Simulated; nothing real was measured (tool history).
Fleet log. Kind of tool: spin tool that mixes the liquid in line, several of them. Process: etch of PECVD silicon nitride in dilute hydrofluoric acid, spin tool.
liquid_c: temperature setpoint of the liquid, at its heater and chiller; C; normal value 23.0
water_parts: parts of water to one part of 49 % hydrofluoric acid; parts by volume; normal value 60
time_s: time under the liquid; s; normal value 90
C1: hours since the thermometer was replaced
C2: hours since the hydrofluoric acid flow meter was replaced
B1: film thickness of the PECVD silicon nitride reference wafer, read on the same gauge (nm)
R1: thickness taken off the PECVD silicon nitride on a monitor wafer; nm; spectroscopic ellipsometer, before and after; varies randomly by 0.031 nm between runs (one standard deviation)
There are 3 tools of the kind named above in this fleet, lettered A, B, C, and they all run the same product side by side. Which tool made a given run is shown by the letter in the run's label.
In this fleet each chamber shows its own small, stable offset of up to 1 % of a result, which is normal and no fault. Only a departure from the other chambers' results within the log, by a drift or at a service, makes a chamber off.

Run 1B, hour 3.9: usual settings; C1 652.2; C2 153.2; B1 130.01. Result: R1 6.5134 nm.
Run 2A, hour 8.4: usual settings; C1 828.5; C2 366.9; B1 130.02. Result: R1 6.4759 nm.
Run 3C, hour 10.8: usual settings; C1 28.2; C2 374.1; B1 129.98. Result: R1 6.6150 nm.
Run 4B, hour 15.3: usual settings; C1 663.6; C2 164.6; B1 129.97. Result: R1 6.4977 nm.
Run 5C, hour 17.7: usual settings but water_parts 90 parts by volume, time_s 40 s; C1 35.1; C2 381.0; B1 129.99. Result: R1 1.9506 nm.
Run 6A, hour 21.7: usual settings but water_parts 90 parts by volume, time_s 40 s; C1 841.8; C2 380.2; B1 130.01. Result: R1 1.9199 nm.
Run 7C, hour 24.2: usual settings but water_parts 90 parts by volume, time_s 40 s; C1 41.6; C2 387.5; B1 129.99. Result: R1 1.9606 nm.
Run 8B, hour 29.6: usual settings; C1 677.9; C2 178.9; B1 130.05. Result: R1 6.5603 nm.
Run 9A, hour 34.1: usual settings but time_s 120 s; C1 854.2; C2 392.6; B1 130.03. Result: R1 8.7073 nm.
Run 10B, hour 38.9: usual settings but time_s 120 s; C1 687.2; C2 188.2; B1 130.00. Result: R1 8.7258 nm.
Run 11C, hour 43.7: usual settings but time_s 120 s; C1 61.1; C2 407.0; B1 130.00. Result: R1 8.7432 nm.
Run 12A, hour 47.5: usual settings; C1 867.6; C2 406.0; B1 130.02. Result: R1 6.4857 nm.
Run 13B, hour 51.5: usual settings; C1 699.8; C2 200.8; B1 130.00. Result: R1 6.5411 nm.
Run 14A, hour 54.2: usual settings; C1 874.3; C2 412.7; B1 130.01. Result: R1 6.5070 nm.
Run 15C, hour 59.1: usual settings but water_parts 30 parts by volume, time_s 65 s; C1 76.5; C2 422.4; B1 129.98. Result: R1 9.3336 nm.
Run 16C, hour 64.0: usual settings but water_parts 30 parts by volume, time_s 65 s; C1 81.4; C2 427.3; B1 130.00. Result: R1 9.3683 nm.
Run 17A, hour 66.9: usual settings but water_parts 30 parts by volume, time_s 65 s; C1 887.0; C2 425.4; B1 129.98. Result: R1 9.2991 nm.
Run 18B, hour 70.4: usual settings but liquid_c 27.5 C, time_s 130 s; C1 718.7; C2 219.7; B1 129.99. Result: R1 12.8060 nm.
Run 19C, hour 75.8: usual settings but liquid_c 27.5 C, time_s 130 s; C1 93.2; C2 439.1; B1 129.96. Result: R1 12.8080 nm.
Run 20A, hour 79.3: usual settings but liquid_c 27.5 C, time_s 130 s; C1 899.4; C2 437.8; B1 130.01. Result: R1 12.6450 nm.
Run 21B, hour 84.2: usual settings; C1 732.5; C2 233.5; B1 130.00. Result: R1 6.4909 nm.

Each of the 3 chambers runs these same settings next. Fill in every chamber's results:
Run 22A, hour 88.1: usual settings but time_s 65 s. Result: R1 ?.
Run 22B, hour 88.1: usual settings but time_s 65 s. Result: R1 ?.
Run 22C, hour 88.1: usual settings but time_s 65 s. Result: R1 ?.

run      R1
22A  4.6596
22B  4.7135
22C  4.7615
